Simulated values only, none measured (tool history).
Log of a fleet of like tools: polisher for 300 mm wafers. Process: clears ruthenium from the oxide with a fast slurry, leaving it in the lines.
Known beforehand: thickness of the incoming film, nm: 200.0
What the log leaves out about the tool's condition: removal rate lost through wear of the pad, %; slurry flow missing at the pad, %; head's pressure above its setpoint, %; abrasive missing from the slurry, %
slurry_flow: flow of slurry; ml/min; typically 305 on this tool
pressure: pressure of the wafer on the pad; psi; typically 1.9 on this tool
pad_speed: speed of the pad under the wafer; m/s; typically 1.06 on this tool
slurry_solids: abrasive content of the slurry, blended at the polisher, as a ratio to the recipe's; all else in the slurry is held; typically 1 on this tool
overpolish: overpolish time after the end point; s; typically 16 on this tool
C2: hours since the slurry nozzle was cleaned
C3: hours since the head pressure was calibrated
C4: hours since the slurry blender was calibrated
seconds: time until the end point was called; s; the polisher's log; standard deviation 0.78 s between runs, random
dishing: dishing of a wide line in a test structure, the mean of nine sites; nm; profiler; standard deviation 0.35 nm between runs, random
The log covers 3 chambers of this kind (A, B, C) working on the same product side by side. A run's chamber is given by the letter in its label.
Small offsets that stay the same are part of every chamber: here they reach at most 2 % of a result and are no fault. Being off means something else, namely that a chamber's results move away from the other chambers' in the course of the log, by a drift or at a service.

{"run": "1A", "hour": 9.5, "slurry_flow": 305, "pressure": 1.9, "pad_speed": 1.06, "slurry_solids": 1, "overpolish": 16, "wafers polished on this pad": 476, "C2": 362, "C3": 1551.7, "C4": 14.1, "seconds": 83.964, "dishing": 32.824}
{"run": "2B", "hour": 20.7, "slurry_flow": 305, "pressure": 1.9, "pad_speed": 1.06, "slurry_solids": 1, "overpolish": 16, "wafers polished on this pad": 757, "C2": 323.7, "C3": 114.2, "C4": 99.3, "seconds": 81.653, "dishing": 33.235}
{"hour": 21.2, "done": "chamber B: worn pad replaced by a new one"}
{"run": "3C", "hour": 32.4, "slurry_flow": 305, "pressure": 1.9, "pad_speed": 1.06, "slurry_solids": 1, "overpolish": 16, "wafers polished on this pad": 662, "C2": 257.9, "C3": 277.1, "C4": 119.7, "seconds": 84.303, "dishing": 33.082}
{"run": "4B", "hour": 44.4, "slurry_flow": 305, "pressure": 1.9, "pad_speed": 1.06, "slurry_solids": 1, "overpolish": 16, "wafers polished on this pad": 152, "C2": 347.4, "C3": 137.9, "C4": 123, "seconds": 81.474, "dishing": 33.438}
{"hour": 55.3, "done": "chamber A: head pressure recalibrated"}
{"hour": 57.4, "done": "chamber A: slurry nozzle cleaned"}
{"run": "5A", "hour": 57.5, "slurry_flow": 305, "pressure": 1.9, "pad_speed": 1.06, "slurry_solids": 1, "overpolish": 16, "wafers polished on this pad": 790, "C2": 0.2, "C3": 2.3, "C4": 62.1, "seconds": 83.266, "dishing": 33.092}
{"run": "6C", "hour": 69.9, "slurry_flow": 305, "pressure": 1.9, "pad_speed": 1.06, "slurry_solids": 1, "overpolish": 16, "wafers polished on this pad": 907, "C2": 295.4, "C3": 314.6, "C4": 157.2, "seconds": 84.418, "dishing": 33.663}
{"run": "7C", "hour": 76.2, "slurry_flow": 305, "pressure": 1.9, "pad_speed": 1.06, "slurry_solids": 1, "overpolish": 16, "wafers polished on this pad": 948, "C2": 301.7, "C3": 320.9, "C4": 163.5, "seconds": 82.618, "dishing": 33.315}
{"run": "8A", "hour": 89.2, "slurry_flow": 305, "pressure": 1.9, "pad_speed": 1.06, "slurry_solids": 1, "overpolish": 16, "wafers polished on this pad": 997, "C2": 31.9, "C3": 34, "C4": 93.8, "seconds": 82.923, "dishing": 32.824}
{"run": "9B", "hour": 96.9, "slurry_flow": 305, "pressure": 1.9, "pad_speed": 1.06, "slurry_solids": 1, "overpolish": 16, "wafers polished on this pad": 495, "C2": 399.9, "C3": 190.4, "C4": 175.5, "seconds": 82.269, "dishing": 33.398}
{"run": "10C", "hour": 106.6, "slurry_flow": 305, "pressure": 1.9, "pad_speed": 1.06, "slurry_solids": 1, "overpolish": 16, "wafers polished on this pad": 1147, "C2": 332.1, "C3": 351.3, "C4": 193.9, "seconds": 83.253, "dishing": 33.729}
{"hour": 114.4, "done": "chamber A: worn pad replaced by a new one"}
{"hour": 114.6, "done": "chamber C: worn pad replaced by a new one"}
{"run": "11A", "hour": 119.8, "slurry_flow": 305, "pressure": 1.9, "pad_speed": 1.06, "slurry_solids": 1, "overpolish": 16, "wafers polished on this pad": 35, "C2": 62.5, "C3": 64.6, "C4": 124.4, "seconds": 81.554, "dishing": 33.163}
{"run": "12B", "hour": 128.8, "slurry_flow": 305, "pressure": 1.9, "pad_speed": 1.06, "slurry_solids": 1, "overpolish": 16, "wafers polished on this pad": 704, "C2": 431.8, "C3": 222.3, "C4": 207.4, "seconds": 81.163, "dishing": 33.441}
{"hour": 134.5, "done": "chamber B: worn pad replaced by a new one"}
{"hour": 138.9, "done": "chamber B: slurry blender recalibrated"}
{"run": "13B", "hour": 140.7, "slurry_flow": 305, "pressure": 1.9, "pad_speed": 1.06, "slurry_solids": 1, "overpolish": 16, "wafers polished on this pad": 41, "C2": 443.7, "C3": 234.2, "C4": 1.9, "seconds": 82.206, "dishing": 33.437}
{"hour": 149.2, "done": "chamber C: slurry blender recalibrated"}
{"run": "14C", "hour": 152.0, "slurry_flow": 305, "pressure": 1.9, "pad_speed": 1.06, "slurry_solids": 1, "overpolish": 16, "wafers polished on this pad": 245, "C2": 377.5, "C3": 396.7, "C4": 2.8, "seconds": 81.982, "dishing": 33.755}
{"run": "15A", "hour": 160.9, "slurry_flow": 305, "pressure": 1.9, "pad_speed": 1.06, "slurry_solids": 1, "overpolish": 16, "wafers polished on this pad": 304, "C2": 103.6, "C3": 105.7, "C4": 165.5, "seconds": 82.785, "dishing": 33.306}
{"run": "16B", "hour": 169.3, "slurry_flow": 305, "pressure": 1.9, "pad_speed": 1.18, "slurry_solids": 0.85, "overpolish": 16, "wafers polished on this pad": 228, "C2": 472.3, "C3": 262.8, "C4": 30.5, "seconds": 80.765, "dishing": 33.64}
{"run": "17A", "hour": 176.0, "slurry_flow": 305, "pressure": 1.9, "pad_speed": 1.18, "slurry_solids": 0.85, "overpolish": 16, "wafers polished on this pad": 403, "C2": 118.7, "C3": 120.8, "C4": 180.6, "seconds": 81.679, "dishing": 34.053}
{"run": "18C", "hour": 182.6, "slurry_flow": 305, "pressure": 1.9, "pad_speed": 1.18, "slurry_solids": 0.85, "overpolish": 16, "wafers polished on this pad": 445, "C2": 408.1, "C3": 427.3, "C4": 33.4, "seconds": 80.158, "dishing": 34.935}
{"run": "19A", "hour": 194.4, "slurry_flow": 305, "pressure": 1.9, "pad_speed": 1.06, "slurry_solids": 1, "overpolish": 16, "wafers polished on this pad": 523, "C2": 137.1, "C3": 139.2, "C4": 199, "seconds": 81.923, "dishing": 32.989}
{"run": "20B", "hour": 205.4, "slurry_flow": 305, "pressure": 1.9, "pad_speed": 1.06, "slurry_solids": 1, "overpolish": 16, "wafers polished on this pad": 464, "C2": 508.4, "C3": 298.9, "C4": 66.6, "seconds": 81.174, "dishing": 33.08}
{"run": "21C", "hour": 216.7, "slurry_flow": 305, "pressure": 1.9, "pad_speed": 1.06, "slurry_solids": 1, "overpolish": 16, "wafers polished on this pad": 668, "C2": 442.2, "C3": 461.4, "C4": 67.5, "seconds": 82.731, "dishing": 34.462}

Has any chamber moved away from the others, gradually or after a service, or does the common gauge drift, or do the chambers differ only by their own small steady offsets? State the chamber and the most likely cause if one applies.

Neither any chamber nor the gauge drifts; the chambers differ only by their own small, steady offsets.
